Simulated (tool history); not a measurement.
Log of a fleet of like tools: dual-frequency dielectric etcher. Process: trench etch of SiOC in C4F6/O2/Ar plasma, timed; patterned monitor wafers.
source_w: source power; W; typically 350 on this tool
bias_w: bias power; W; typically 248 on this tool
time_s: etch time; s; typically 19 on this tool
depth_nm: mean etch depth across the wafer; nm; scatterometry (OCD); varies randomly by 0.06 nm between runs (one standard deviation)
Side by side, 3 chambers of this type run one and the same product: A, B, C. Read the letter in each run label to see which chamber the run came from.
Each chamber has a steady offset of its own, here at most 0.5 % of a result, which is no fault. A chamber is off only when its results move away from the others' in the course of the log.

| run | hour | source_w | bias_w | time_s | hours since the last wet clean | hours since the last source power generator calibration | hours since the last bias power generator calibration | read-back reference wafer on the same gauge, depth_nm | depth_nm |
|---|---|---|---|---|---|---|---|---|---|
| 1C | 7.2 | 350 | 248 | 19 | 231.2 | 1829.6 | 1022.3 | 35.497 | 41.678 |
| 2A | 17.2 | 350 | 248 | 19 | 249.8 | 1465.6 | 1672 | 35.534 | 41.656 |
| 3B | 23.2 | 350 | 248 | 19 | 352.3 | 1531.1 | 665 | 35.524 | 41.635 |
| 4A | 29.8 | 350 | 248 | 19 | 262.4 | 1478.2 | 1684.6 | 35.531 | 41.516 |
| 5B | 41 | 350 | 248 | 19 | 370.1 | 1548.9 | 682.8 | 35.545 | 41.594 |
| 6C | 52.7 | 350 | 248 | 19 | 276.7 | 1875.1 | 1067.8 | 35.546 | 41.815 |
| 7A | 64.6 | 350 | 248 | 19 | 297.2 | 1513 | 1719.4 | 35.566 | 41.743 |
| 8B | 70.2 | 350 | 248 | 19 | 399.3 | 1578.1 | 712 | 35.577 | 41.78 |
| 9C | 77.2 | 350 | 248 | 19 | 301.2 | 1899.6 | 1092.3 | 35.573 | 41.807 |
| 10A | 86.5 | 350 | 248 | 19 | 319.1 | 1534.9 | 1741.3 | 35.59 | 41.744 |
| 11B | 98.4 | 350 | 248 | 19 | 427.5 | 1606.3 | 740.2 | 35.608 | 41.776 |
| 12C | 106.5 | 350 | 248 | 19 | 330.5 | 1928.9 | 1121.6 | 35.59 | 41.774 |
| 13C | 116.3 | 350 | 248 | 19 | 340.3 | 1938.7 | 1131.4 | 35.624 | 41.92 |
|  | 116.6 | chamber A: wet clean of the chamber |
| 14B | 124.6 | 350 | 248 | 19 | 453.7 | 1632.5 | 766.4 | 35.629 | 41.83 |
| 15A | 134.3 | 350 | 248 | 19 | 17.8 | 1582.7 | 1789.1 | 35.626 | 41.823 |
| 16B | 144 | 350 | 248 | 19 | 473.1 | 1651.9 | 785.8 | 35.643 | 41.746 |
| 17A | 154.2 | 350 | 248 | 19 | 37.7 | 1602.6 | 1809 | 35.652 | 41.863 |
|  | 164.2 | chamber B: wet clean of the chamber |
| 18C | 165.9 | 390 | 248 | 19 | 389.9 | 1988.3 | 1181 | 35.685 | 43.718 |
| 19B | 174.2 | 390 | 248 | 19 | 10 | 1682.1 | 816 | 35.678 | 43.532 |
| 20C | 185.2 | 390 | 248 | 19 | 409.2 | 2007.6 | 1200.3 | 35.691 | 43.733 |
| 21A | 196.2 | 350 | 248 | 19 | 79.7 | 1644.6 | 1851 | 35.699 | 41.794 |

Which is it: a chamber that has drifted or been left off by a service, a gauge drift common to all chambers, or only each chamber's usual small offset? If a chamber is off, name it and its likeliest cause.

Every chamber seems to shift together because the gauge that measures them all drifts; the chambers themselves are fine.
Likeliest cause: gauge reads high (%) = 0.606.

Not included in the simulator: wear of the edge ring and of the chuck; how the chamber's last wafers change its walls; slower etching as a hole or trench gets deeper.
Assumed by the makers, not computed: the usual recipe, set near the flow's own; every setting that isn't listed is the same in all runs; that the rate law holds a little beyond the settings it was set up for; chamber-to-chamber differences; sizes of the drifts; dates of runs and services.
